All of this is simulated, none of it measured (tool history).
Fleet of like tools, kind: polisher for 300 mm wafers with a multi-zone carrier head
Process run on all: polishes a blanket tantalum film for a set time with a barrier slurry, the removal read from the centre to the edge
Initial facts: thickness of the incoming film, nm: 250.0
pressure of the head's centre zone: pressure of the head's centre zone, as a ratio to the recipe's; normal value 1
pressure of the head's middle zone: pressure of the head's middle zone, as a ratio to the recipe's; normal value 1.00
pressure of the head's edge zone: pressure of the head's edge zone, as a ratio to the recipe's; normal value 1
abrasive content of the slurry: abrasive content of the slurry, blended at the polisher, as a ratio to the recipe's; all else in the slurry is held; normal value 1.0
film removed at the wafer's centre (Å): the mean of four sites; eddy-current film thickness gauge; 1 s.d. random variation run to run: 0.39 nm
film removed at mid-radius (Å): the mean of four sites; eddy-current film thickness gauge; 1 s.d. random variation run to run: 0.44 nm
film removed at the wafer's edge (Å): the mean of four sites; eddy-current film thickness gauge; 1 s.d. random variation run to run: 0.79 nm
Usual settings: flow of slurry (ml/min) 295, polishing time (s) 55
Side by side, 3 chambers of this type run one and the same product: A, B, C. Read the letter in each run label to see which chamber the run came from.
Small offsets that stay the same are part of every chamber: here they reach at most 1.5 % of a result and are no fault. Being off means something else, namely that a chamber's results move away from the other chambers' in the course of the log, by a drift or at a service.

run   hour  flow of slurry (ml/min)  pressure of the head's centre zone  pressure of the head's middle zone  pressure of the head's edge zone  abrasive content of the slurry  polishing time (s)  wafers polished on this pad  hours since the slurry nozzle was cleaned  hours since the centre zone pressure was calibrated  hours since the edge zone pressure was calibrated  film removed at the wafer's centre (Å)  film removed at mid-radius (Å)  film removed at the wafer's edge (Å)
 1C    4.1                      295                                   1                                1.00                                 1                             1.0                  55                          305                                      139.1                                                776.1                                              111.9                                  543.15                          563.88                                539.99
       5.8  -- chamber A: worn pad replaced by a new one
 2A    7.2                      295                                   1                                1.00                                 1                             1.0                  55                           15                                      270.8                                                251.8                                               73.1                                  557.05                          555.58                                549.34
 3B   13.3                      295                                   1                                1.00                                 1                             1.0                  55                          775                                      521.3                                                701.6                                             1121.5                                  550.14                          551.76                                560.35
 4B   18.0                      295                                   1                                1.00                                 1                             1.0                  55                          826                                      526.0                                                706.3                                             1126.2                                  557.16                          544.69                                547.33
 5C   21.5                      295                                   1                                1.00                                 1                             1.0                  69                          493                                      156.5                                                793.5                                              129.3                                  673.96                          688.87                                693.58
 6A   25.9                      295                                   1                                1.00                                 1                             1.0                  69                          218                                      289.5                                                270.5                                               91.8                                  702.11                          693.61                                694.77
 7B   32.1                      295                                   1                                1.00                                 1                             1.0                  69                          979                                      540.1                                                720.4                                             1140.3                                  691.34                          686.55                                690.72
      35.7  -- chamber B: worn pad replaced by a new one
 8A   38.4                      295                                   1                                1.00                                 1                             1.0                  55                          353                                      302.0                                                283.0                                              104.3                                  561.91                          554.55                                554.77
 9C   41.9                      295                                   1                                1.00                                 1                             1.2                  43                          715                                      176.9                                                813.9                                              149.7                                  443.92                          450.59                                445.51
10C   44.8                      295                                   1                                1.00                                 1                             1.2                  43                          746                                      179.8                                                816.8                                              152.6                                  442.73                          450.55                                443.33
11B   48.7                      295                                   1                                1.00                                 1                             1.2                  43                          141                                      556.7                                                737.0                                             1156.9                                  452.90                          459.60                                445.63
12A   53.7                      295                                   1                                1.00                                 1                             1.0                  55                          519                                      317.3                                                298.3                                              119.6                                  559.11                          544.72                                547.16
13B   59.6                      295                                   1                                1.00                                 1                             1.0                  55                          260                                      567.6                                                747.9                                             1167.8                                  556.83                          547.73                                550.72
14C   64.8                      295                                   1                                1.00                                 1                             1.0                  55                          963                                      199.8                                                836.8                                              172.6                                  527.12                          545.81                                540.20
15A   68.1                      295                                   1                                1.00                                 1                             1.0                  55                          676                                      331.7                                                312.7                                              134.0                                  556.44                          562.86                                532.05
16A   72.5                      295                                   1                                1.00                                 1                             1.0                  55                          723                                      336.1                                                317.1                                              138.4                                  546.24                          543.11                                544.70
      77.4  -- chamber C: worn pad replaced by a new one
17B   77.4                      295                                   1                                1.00                                 1                             1.0                  55                          453                                      585.4                                                765.7                                             1185.6                                  555.08                          551.08                                545.27
18C   83.6                      295                                   1                                0.95                                 1                             0.7                  55                           67                                      218.6                                                855.6                                              191.4                                  466.81                          456.36                                474.64
19A   87.4                      295                                   1                                0.95                                 1                             0.7                  55                          885                                      351.0                                                332.0                                              153.3                                  497.46                          465.03                                492.26
      89.7  -- chamber A: worn pad replaced by a new one
20B   90.7                      295                                   1                                0.95                                 1                             0.7                  55                          597                                      598.7                                                779.0                                             1198.9                                  492.02                          467.64                                498.04
      95.3  -- chamber A: centre zone pressure recalibrated
21C   96.6                      295                                   1                                1.00                                 1                             1.0                  55                          208                                      231.6                                                868.6                                              204.4                                  519.97                          534.98                                536.29
22C  100.7                      295                                   1                                1.00                                 1                             1.0                  55                          252                                      235.7                                                872.7                                              208.5                                  516.89                          538.00                                549.84
23B  106.2                      295                                   1                                1.00                                 1                             1.0                  55                          765                                      614.2                                                794.5                                             1214.4                                  549.12                          547.42                                538.92
24A  110.2                      295                                   1                                1.00                                 1                             1.0                  55                          222                                      373.8                                                 14.9                                              176.1                                  554.98                          552.13                                555.78
25C  113.1                      255                                   1                                1.04                                 1                             1.0                  55                          387                                      248.1                                                885.1                                              220.9                                  502.83                          535.22                                521.16

All 3 chambers run these settings next. Forecast each chamber's results:
26A  117.7                      295                                   1                                1.00                                 1                             1.0                  48                                                                                                                                                                                                                       ?                               ?                                     ?
26B  117.7                      295                                   1                                1.00                                 1                             1.0                  48                                                                                                                                                                                                                       ?                               ?                                     ?
26C  117.7                      295                                   1                                1.00                                 1                             1.0                  48                                                                                                                                                                                                                       ?                               ?                                     ?

run  film removed at the wafer's centre (Å)  film removed at mid-radius (Å)  film removed at the wafer's edge (Å)
26A                                  481.80                          484.35                                471.49
26B                                  484.07                          478.64                                468.21
26C                                  448.06                          463.02                                466.84
